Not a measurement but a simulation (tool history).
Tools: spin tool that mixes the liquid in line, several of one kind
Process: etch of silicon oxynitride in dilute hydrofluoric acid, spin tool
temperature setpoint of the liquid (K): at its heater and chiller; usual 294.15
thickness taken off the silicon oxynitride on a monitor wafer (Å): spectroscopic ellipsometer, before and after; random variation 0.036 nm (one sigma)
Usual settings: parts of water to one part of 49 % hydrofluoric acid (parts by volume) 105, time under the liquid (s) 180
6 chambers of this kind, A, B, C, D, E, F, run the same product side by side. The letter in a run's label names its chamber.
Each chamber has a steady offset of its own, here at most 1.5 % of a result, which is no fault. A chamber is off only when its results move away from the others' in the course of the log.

run,hour,temperature setpoint of the liquid (K),parts of water to one part of 49 % hydrofluoric acid (parts by volume),time under the liquid (s),"read-back film thickness of the silicon oxynitride reference wafer, read on the same gauge (nm)",thickness taken off the silicon oxynitride on a monitor wafer (Å)
1F,12.0,294.15,105,180,90.006,40.270
# hour 17.1: chamber F: hydrofluoric acid flow meter replaced
2B,26.7,294.15,105,180,89.996,38.850
3C,35.5,294.15,105,180,90.013,39.880
4A,43.6,294.15,105,180,90.000,39.001
5E,55.7,294.15,105,180,90.012,38.387
6D,69.2,294.15,105,180,89.985,38.842
7C,83.7,294.15,105,180,90.022,40.060
8F,90.7,294.15,105,180,89.993,39.778
9B,105.7,294.15,105,180,90.024,38.970
10E,117.7,294.15,105,180,90.024,38.600
11A,131.6,294.15,105,180,89.969,38.458
12D,144.6,294.15,105,180,90.003,38.416
13C,157.7,294.15,105,180,90.029,39.532
14D,166.0,294.15,145,180,90.009,28.031
15E,177.8,294.15,145,180,90.035,27.361
16F,189.9,294.15,145,180,90.031,27.473
17A,203.1,294.15,145,180,90.016,27.363
18B,219.4,294.15,145,180,89.977,27.506
19C,232.3,294.15,145,180,90.007,28.083
20B,242.2,294.15,105,180,89.986,39.530
21D,252.6,294.15,105,180,90.000,40.722
22A,267.5,294.15,105,110,90.017,23.706
23F,280.9,294.15,105,110,89.975,24.393
24E,288.5,294.15,105,110,90.009,23.682
25F,297.0,294.15,105,110,90.007,24.240
# hour 299.0: chamber A: hydrofluoric acid flow meter replaced
26B,312.0,294.15,105,110,90.002,24.155
27D,326.8,294.15,105,110,89.994,25.293
28A,338.0,294.15,105,180,90.001,39.118
# hour 346.5: chamber C: hydrofluoric acid flow meter replaced
29E,348.0,294.15,105,180,89.986,39.326
30C,362.0,294.15,105,180,90.013,39.685
31C,374.4,294.15,105,180,90.002,39.172
32E,382.7,294.15,105,180,90.000,37.991
33A,397.1,294.15,105,180,89.976,39.401
34F,412.8,294.15,105,180,90.016,39.372
35D,422.1,294.15,60,180,90.010,75.210
36B,434.2,294.15,60,180,90.003,69.402

What goes on in this fleet: one chamber off, a drifting gauge, or nothing beyond the chambers' own small offsets? Name the chamber and the cause, if any.

Chamber D drifts away from the others.
Cause: hydrofluoric acid flow above the setpoint (%) = 9.89.
The log may not tell that from: liquid hotter than its thermometer reads (K).

Here are 4 candidates for chamber D's next run, each the usual settings with a change, their results left as question marks. Which one brings its results back in line with what the others give on the usual settings?
In line means no further than this from the other chambers' mean on the usual settings: thickness taken off the silicon oxynitride on a monitor wafer (Å) 1.300
37D-1,445.9,294.15,110,175,,?
37D-2,445.9,294.15,120,180,,?
37D-3,445.9,294.65,105,205,,?
37D-4,445.9,294.15,100,185,,?

The other chambers' mean on the usual settings: thickness taken off the silicon oxynitride on a monitor wafer (Å) 39.251
run,thickness taken off the silicon oxynitride on a monitor wafer (Å)
37D-1,39.465
37D-2,36.965
37D-3,49.761
37D-4,46.191
37D-1 brings the chamber back in line.
